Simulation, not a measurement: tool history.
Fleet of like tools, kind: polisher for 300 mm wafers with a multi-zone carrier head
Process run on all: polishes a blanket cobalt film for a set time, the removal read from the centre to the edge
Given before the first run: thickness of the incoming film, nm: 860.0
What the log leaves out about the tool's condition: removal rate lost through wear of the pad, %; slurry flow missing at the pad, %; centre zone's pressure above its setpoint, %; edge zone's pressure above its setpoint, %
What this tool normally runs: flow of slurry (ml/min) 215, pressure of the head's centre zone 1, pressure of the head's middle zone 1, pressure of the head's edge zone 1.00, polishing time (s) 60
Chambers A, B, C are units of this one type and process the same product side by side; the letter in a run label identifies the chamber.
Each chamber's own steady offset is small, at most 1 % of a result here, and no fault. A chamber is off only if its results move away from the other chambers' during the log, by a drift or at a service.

| run | day | flow of slurry (ml/min) | pressure of the head's centre zone | pressure of the head's middle zone | pressure of the head's edge zone | polishing time (s) | wafers polished on this pad | hours since the slurry nozzle was cleaned | hours since the centre zone pressure was calibrated | hours since the edge zone pressure was calibrated | film removed at the wafer's centre (angstrom) | film removed at mid-radius (angstrom) | film removed at the wafer's edge (angstrom) |
|---|---|---|---|---|---|---|---|---|---|---|---|---|---|
| 1C | 0.246 | 215 | 1 | 1 | 1.00 | 60 | 457 | 47.8 | 13.5 | 26.0 | 3635.9 | 3576.0 | 3594.7 |
| 2B | 0.492 | 215 | 1 | 1 | 1.00 | 60 | 515 | 742.1 | 776.2 | 456.2 | 3619.2 | 3592.4 | 3548.8 |
| 3A | 0.858 | 215 | 1 | 1 | 1.00 | 60 | 700 | 288.7 | 524.9 | 243.2 | 3598.9 | 3477.0 | 3658.8 |
|  | 0.983 | chamber B: slurry nozzle cleaned |
| 4C | 1.138 | 215 | 1 | 1 | 1.00 | 60 | 676 | 69.2 | 34.9 | 47.4 | 3571.0 | 3661.8 | 3628.2 |
| 5A | 1.625 | 215 | 1 | 1 | 1.00 | 60 | 889 | 307.1 | 543.3 | 261.6 | 3535.9 | 3578.0 | 3594.0 |
| 6B | 1.983 | 215 | 1 | 1 | 1.00 | 60 | 883 | 24.1 | 812.0 | 492.0 | 3572.9 | 3650.2 | 3552.7 |
| 7A | 2.354 | 215 | 1 | 1 | 1.00 | 60 | 1069 | 324.6 | 560.8 | 279.1 | 3606.7 | 3541.4 | 3594.9 |
| 8B | 2.775 | 215 | 1 | 1 | 1.00 | 60 | 1077 | 43.1 | 831.0 | 511.0 | 3555.8 | 3623.9 | 3503.3 |
| 9C | 3.200 | 215 | 1 | 1 | 1.00 | 60 | 1184 | 118.7 | 84.4 | 96.9 | 3594.9 | 3658.0 | 3586.0 |
|  | 3.283 | chamber A: worn pad replaced by a new one |
| 10B | 3.475 | 215 | 1 | 1 | 1.00 | 60 | 1250 | 59.9 | 847.8 | 527.8 | 3588.3 | 3630.2 | 3607.7 |
| 11A | 3.738 | 215 | 1 | 1 | 1.00 | 60 | 111 | 357.8 | 594.0 | 312.3 | 3547.4 | 3528.8 | 3579.5 |
| 12C | 3.988 | 215 | 1 | 1 | 1.00 | 78 | 1378 | 137.6 | 103.3 | 115.8 | 4602.3 | 4636.6 | 4677.7 |
| 13A | 4.408 | 215 | 1 | 1 | 1.00 | 78 | 276 | 373.9 | 610.1 | 328.4 | 4702.6 | 4615.2 | 4681.6 |
|  | 4.650 | chamber B: worn pad replaced by a new one |
| 14B | 4.846 | 215 | 1 | 1 | 1.00 | 78 | 48 | 92.8 | 880.7 | 560.7 | 4651.0 | 4652.4 | 4647.9 |
| 15C | 5.162 | 215 | 1 | 1 | 1.00 | 60 | 1667 | 165.8 | 131.5 | 144.0 | 3503.2 | 3600.6 | 3510.3 |
|  | 5.283 | chamber A: slurry nozzle cleaned |
| 16B | 5.517 | 215 | 1 | 1 | 1.00 | 60 | 213 | 108.9 | 896.8 | 576.8 | 3595.0 | 3610.4 | 3558.6 |
| 17C | 5.912 | 215 | 1 | 1 | 1.00 | 60 | 1852 | 183.8 | 149.5 | 162.0 | 3541.6 | 3495.3 | 3536.7 |
| 18A | 6.346 | 215 | 1 | 1 | 1.00 | 60 | 753 | 25.6 | 656.6 | 374.9 | 3567.0 | 3689.0 | 3635.8 |
| 19A | 6.671 | 215 | 1 | 1 | 1.00 | 60 | 833 | 33.4 | 664.4 | 382.7 | 3509.4 | 3570.1 | 3624.1 |
| 20B | 6.992 | 215 | 1 | 1 | 1.00 | 60 | 576 | 144.3 | 932.2 | 612.2 | 3607.9 | 3550.8 | 3583.5 |
| 21C | 7.262 | 215 | 1 | 1 | 1.00 | 60 | 2184 | 216.2 | 181.9 | 194.4 | 3416.0 | 3417.4 | 3436.0 |
|  | 7.488 | chamber A: worn pad replaced by a new one |
| 22C | 7.596 | 215 | 1 | 1 | 1.12 | 60 | 2266 | 224.2 | 189.9 | 202.4 | 3489.3 | 3399.8 | 3608.5 |
| 23B | 8.000 | 215 | 1 | 1 | 1.12 | 60 | 825 | 168.5 | 956.4 | 636.4 | 3565.4 | 3574.9 | 3753.3 |
| 24A | 8.362 | 215 | 1 | 1 | 1.12 | 60 | 216 | 74.0 | 705.0 | 423.3 | 3591.6 | 3579.5 | 3817.3 |
| 25B | 8.596 | 215 | 1 | 1 | 1.00 | 60 | 971 | 182.8 | 970.7 | 650.7 | 3449.9 | 3513.0 | 3534.3 |
|  | 8.833 | chamber C: slurry nozzle cleaned |
| 26A | 8.942 | 215 | 1 | 1 | 1.00 | 60 | 358 | 87.9 | 718.9 | 437.2 | 3595.3 | 3617.3 | 3633.0 |
| 27C | 9.325 | 215 | 1 | 1 | 1.00 | 60 | 2691 | 11.9 | 231.4 | 243.9 | 3390.3 | 3443.9 | 3387.4 |
| 28C | 9.704 | 215 | 1 | 1 | 1.00 | 60 | 2785 | 21.0 | 240.5 | 253.0 | 3368.7 | 3308.7 | 3324.7 |
| 29A | 9.979 | 215 | 1 | 1 | 1.00 | 60 | 614 | 112.8 | 743.8 | 462.1 | 3583.4 | 3475.8 | 3583.3 |
| 30B | 10.442 | 215 | 1 | 1 | 1.00 | 60 | 1426 | 227.1 | 1015.0 | 695.0 | 3641.1 | 3543.4 | 3572.9 |
|  | 10.671 | chamber B: worn pad replaced by a new one |
| 31A | 10.758 | 215 | 1 | 1 | 1.00 | 60 | 805 | 131.5 | 762.5 | 480.8 | 3599.4 | 3608.3 | 3628.8 |
| 32B | 11.200 | 215 | 1 | 1 | 1.00 | 60 | 130 | 245.3 | 1033.2 | 713.2 | 3641.9 | 3658.2 | 3554.5 |
|  | 11.475 | chamber A: worn pad replaced by a new one |
| 33C | 11.596 | 215 | 1 | 1 | 1.00 | 60 | 3250 | 66.4 | 285.9 | 298.4 | 3269.3 | 3228.5 | 3213.6 |
| 34A | 12.083 | 215 | 1 | 1 | 1.00 | 60 | 149 | 163.3 | 794.3 | 512.6 | 3612.1 | 3580.1 | 3611.9 |

All 3 chambers run these settings next. Forecast each chamber's results:
| 35A | 12.442 | 160 | 1 | 1 | 1.00 | 60 |  |  |  |  | ? | ? | ? |
| 35B | 12.442 | 160 | 1 | 1 | 1.00 | 60 |  |  |  |  | ? | ? | ? |
| 35C | 12.442 | 160 | 1 | 1 | 1.00 | 60 |  |  |  |  | ? | ? | ? |

| run | film removed at the wafer's centre (angstrom) | film removed at mid-radius (angstrom) | film removed at the wafer's edge (angstrom) |
|---|---|---|---|
| 35A | 3396.4 | 3468.6 | 3497.1 |
| 35B | 3365.9 | 3418.5 | 3487.8 |
| 35C | 3051.8 | 3016.6 | 3098.7 |
